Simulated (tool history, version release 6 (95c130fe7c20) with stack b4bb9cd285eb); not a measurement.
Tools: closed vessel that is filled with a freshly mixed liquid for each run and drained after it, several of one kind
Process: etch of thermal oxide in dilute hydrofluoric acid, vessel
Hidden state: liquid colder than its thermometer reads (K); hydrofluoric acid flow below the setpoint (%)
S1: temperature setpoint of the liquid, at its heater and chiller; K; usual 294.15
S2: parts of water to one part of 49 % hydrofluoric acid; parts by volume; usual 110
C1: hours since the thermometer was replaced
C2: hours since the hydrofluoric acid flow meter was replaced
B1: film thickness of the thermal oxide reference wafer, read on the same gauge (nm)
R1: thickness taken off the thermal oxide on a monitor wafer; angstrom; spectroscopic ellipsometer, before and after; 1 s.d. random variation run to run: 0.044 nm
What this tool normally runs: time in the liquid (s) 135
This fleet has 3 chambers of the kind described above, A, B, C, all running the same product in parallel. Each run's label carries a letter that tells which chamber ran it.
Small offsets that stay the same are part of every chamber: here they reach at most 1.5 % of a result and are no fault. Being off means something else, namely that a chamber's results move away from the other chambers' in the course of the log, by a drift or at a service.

{"run": "1C", "hour": 4.1, "S1": 294.15, "S2": 110, "time in the liquid (s)": 135, "C1": 2208.8, "C2": 1001.7, "B1": 29.984, "R1": 49.876}
{"run": "2B", "hour": 6.5, "S1": 294.15, "S2": 110, "time in the liquid (s)": 135, "C1": 2580.0, "C2": 517.0, "B1": 29.998, "R1": 50.402}
{"run": "3A", "hour": 10.0, "S1": 294.15, "S2": 110, "time in the liquid (s)": 135, "C1": 605.2, "C2": 1286.8, "B1": 30.028, "R1": 51.178}
{"run": "4A", "hour": 13.2, "S1": 294.15, "S2": 110, "time in the liquid (s)": 135, "C1": 608.4, "C2": 1290.0, "B1": 30.009, "R1": 50.873}
{"run": "5C", "hour": 17.2, "S1": 294.15, "S2": 110, "time in the liquid (s)": 135, "C1": 2221.9, "C2": 1014.8, "B1": 30.016, "R1": 49.403}
{"run": "6B", "hour": 21.8, "S1": 294.15, "S2": 110, "time in the liquid (s)": 135, "C1": 2595.3, "C2": 532.3, "B1": 30.026, "R1": 50.497}
{"run": "7C", "hour": 26.1, "S1": 294.15, "S2": 110, "time in the liquid (s)": 135, "C1": 2230.8, "C2": 1023.7, "B1": 29.971, "R1": 49.627}
{"run": "8A", "hour": 31.1, "S1": 294.15, "S2": 110, "time in the liquid (s)": 135, "C1": 626.3, "C2": 1307.9, "B1": 29.954, "R1": 49.776}
{"run": "9B", "hour": 35.7, "S1": 294.15, "S2": 110, "time in the liquid (s)": 135, "C1": 2609.2, "C2": 546.2, "B1": 29.966, "R1": 50.558}
{"run": "10C", "hour": 41.0, "S1": 294.15, "S2": 110, "time in the liquid (s)": 135, "C1": 2245.7, "C2": 1038.6, "B1": 29.992, "R1": 49.961}
{"run": "11A", "hour": 46.1, "S1": 294.15, "S2": 110, "time in the liquid (s)": 135, "C1": 641.3, "C2": 1322.9, "B1": 29.963, "R1": 49.763}
{"run": "12B", "hour": 50.5, "S1": 294.15, "S2": 110, "time in the liquid (s)": 135, "C1": 2624.0, "C2": 561.0, "B1": 30.002, "R1": 50.913}
{"run": "13A", "hour": 53.4, "S1": 294.15, "S2": 110, "time in the liquid (s)": 135, "C1": 648.6, "C2": 1330.2, "B1": 30.001, "R1": 48.974}
{"run": "14C", "hour": 58.3, "S1": 294.15, "S2": 110, "time in the liquid (s)": 135, "C1": 2263.0, "C2": 1055.9, "B1": 30.021, "R1": 49.158}
{"run": "15B", "hour": 63.3, "S1": 294.15, "S2": 110, "time in the liquid (s)": 135, "C1": 2636.8, "C2": 573.8, "B1": 29.966, "R1": 50.168}
{"run": "16C", "hour": 65.8, "S1": 294.15, "S2": 110, "time in the liquid (s)": 135, "C1": 2270.5, "C2": 1063.4, "B1": 30.007, "R1": 49.922}
{"run": "17B", "hour": 69.0, "S1": 294.15, "S2": 110, "time in the liquid (s)": 85, "C1": 2642.5, "C2": 579.5, "B1": 30.002, "R1": 31.345}
{"run": "18A", "hour": 73.3, "S1": 294.15, "S2": 110, "time in the liquid (s)": 85, "C1": 668.5, "C2": 1350.1, "B1": 29.971, "R1": 30.693}
{"run": "19B", "hour": 76.9, "S1": 294.15, "S2": 110, "time in the liquid (s)": 85, "C1": 2650.4, "C2": 587.4, "B1": 29.999, "R1": 32.251}
{"run": "20A", "hour": 79.7, "S1": 294.15, "S2": 110, "time in the liquid (s)": 135, "C1": 674.9, "C2": 1356.5, "B1": 29.988, "R1": 47.592}
{"run": "21C", "hour": 82.9, "S1": 294.15, "S2": 110, "time in the liquid (s)": 135, "C1": 2287.6, "C2": 1080.5, "B1": 29.981, "R1": 50.914}
{"run": "22A", "hour": 87.2, "S1": 290.15, "S2": 110, "time in the liquid (s)": 175, "C1": 682.4, "C2": 1364.0, "B1": 30.054, "R1": 52.306}
{"run": "23B", "hour": 92.4, "S1": 290.15, "S2": 110, "time in the liquid (s)": 175, "C1": 2665.9, "C2": 602.9, "B1": 29.999, "R1": 54.89}
{"run": "24C", "hour": 97.2, "S1": 290.15, "S2": 110, "time in the liquid (s)": 175, "C1": 2301.9, "C2": 1094.8, "B1": 29.987, "R1": 54.016}
{"run": "25B", "hour": 102.2, "S1": 294.15, "S2": 110, "time in the liquid (s)": 135, "C1": 2675.7, "C2": 612.7, "B1": 29.954, "R1": 50.707}
{"run": "26A", "hour": 105.9, "S1": 294.15, "S2": 110, "time in the liquid (s)": 135, "C1": 701.1, "C2": 1382.7, "B1": 29.97, "R1": 47.388}
{"run": "27C", "hour": 108.5, "S1": 294.15, "S2": 110, "time in the liquid (s)": 135, "C1": 2313.2, "C2": 1106.1, "B1": 29.998, "R1": 49.549}
{"run": "28A", "hour": 111.3, "S1": 294.15, "S2": 110, "time in the liquid (s)": 135, "C1": 706.5, "C2": 1388.1, "B1": 30.023, "R1": 46.795}
{"run": "29C", "hour": 114.6, "S1": 294.15, "S2": 110, "time in the liquid (s)": 135, "C1": 2319.3, "C2": 1112.2, "B1": 29.986, "R1": 49.767}
{"run": "30B", "hour": 117.6, "S1": 297.65, "S2": 130, "time in the liquid (s)": 135, "C1": 2691.1, "C2": 628.1, "B1": 30.008, "R1": 47.806}
{"run": "31B", "hour": 121.3, "S1": 297.65, "S2": 130, "time in the liquid (s)": 135, "C1": 2694.8, "C2": 631.8, "B1": 30.05, "R1": 47.943}
{"run": "32A", "hour": 124.0, "S1": 297.65, "S2": 130, "time in the liquid (s)": 135, "C1": 719.2, "C2": 1400.8, "B1": 29.983, "R1": 44.667}
{"run": "33C", "hour": 127.9, "S1": 294.15, "S2": 110, "time in the liquid (s)": 135, "C1": 2332.6, "C2": 1125.5, "B1": 29.979, "R1": 49.743}
{"run": "34A", "hour": 132.3, "S1": 294.15, "S2": 110, "time in the liquid (s)": 135, "C1": 727.5, "C2": 1409.1, "B1": 30.001, "R1": 46.183}
{"run": "35B", "hour": 135.4, "S1": 291.65, "S2": 110, "time in the liquid (s)": 95, "C1": 2708.9, "C2": 645.9, "B1": 29.964, "R1": 32.103}
{"run": "36C", "hour": 140.8, "S1": 291.65, "S2": 110, "time in the liquid (s)": 95, "C1": 2345.5, "C2": 1138.4, "B1": 29.991, "R1": 31.683}
{"run": "37B", "hour": 143.4, "S1": 291.65, "S2": 110, "time in the liquid (s)": 95, "C1": 2716.9, "C2": 653.9, "B1": 29.996, "R1": 32.165}
{"run": "38C", "hour": 146.1, "S1": 294.15, "S2": 110, "time in the liquid (s)": 135, "C1": 2350.8, "C2": 1143.7, "B1": 29.988, "R1": 49.394}
{"run": "39A", "hour": 149.4, "S1": 294.15, "S2": 110, "time in the liquid (s)": 135, "C1": 744.6, "C2": 1426.2, "B1": 29.963, "R1": 45.239}
{"run": "40B", "hour": 152.2, "S1": 296.65, "S2": 135, "time in the liquid (s)": 135, "C1": 2725.7, "C2": 662.7, "B1": 29.985, "R1": 44.895}
{"run": "41C", "hour": 157.5, "S1": 296.65, "S2": 135, "time in the liquid (s)": 135, "C1": 2362.2, "C2": 1155.1, "B1": 29.995, "R1": 43.451}

Is one chamber off against the others, does the gauge drift, or is nothing wrong? If a chamber is off, say which, and what the likeliest cause is.

It is chamber A that slowly wanders off from its peers.
Most likely cause: hydrofluoric acid flow below the setpoint (%) = 10.
From this log alone, it may not be told apart from: liquid colder than its thermometer reads (K).

Chamber A could run next with any of the 4 candidate recipes listed below; each alters the usual settings, and their results appear as question marks. Which one brings its results back in line with what the other chambers deliver on the usual settings?
Counts as in line when no further than this from what the other chambers average on the usual settings: R1 1.500 angstrom
{"run": "42A-1", "hour": 161.4, "S1": 293.65, "S2": 110, "time in the liquid (s)": 125, "R1": "?"}
{"run": "42A-2", "hour": 161.4, "S1": 294.15, "S2": 110, "time in the liquid (s)": 150, "R1": "?"}
{"run": "42A-3", "hour": 161.4, "S1": 294.15, "S2": 105, "time in the liquid (s)": 135, "R1": "?"}
{"run": "42A-4", "hour": 161.4, "S1": 292.65, "S2": 110, "time in the liquid (s)": 135, "R1": "?"}

Other chambers, usual settings, mean: R1 50.172 angstrom
run=42A-1 R1=40.883
run=42A-2 R1=50.035
run=42A-3 R1=47.452
run=42A-4 R1=42.418
The answer is 42A-2, which returns the chamber to within the allowed miss of the others.
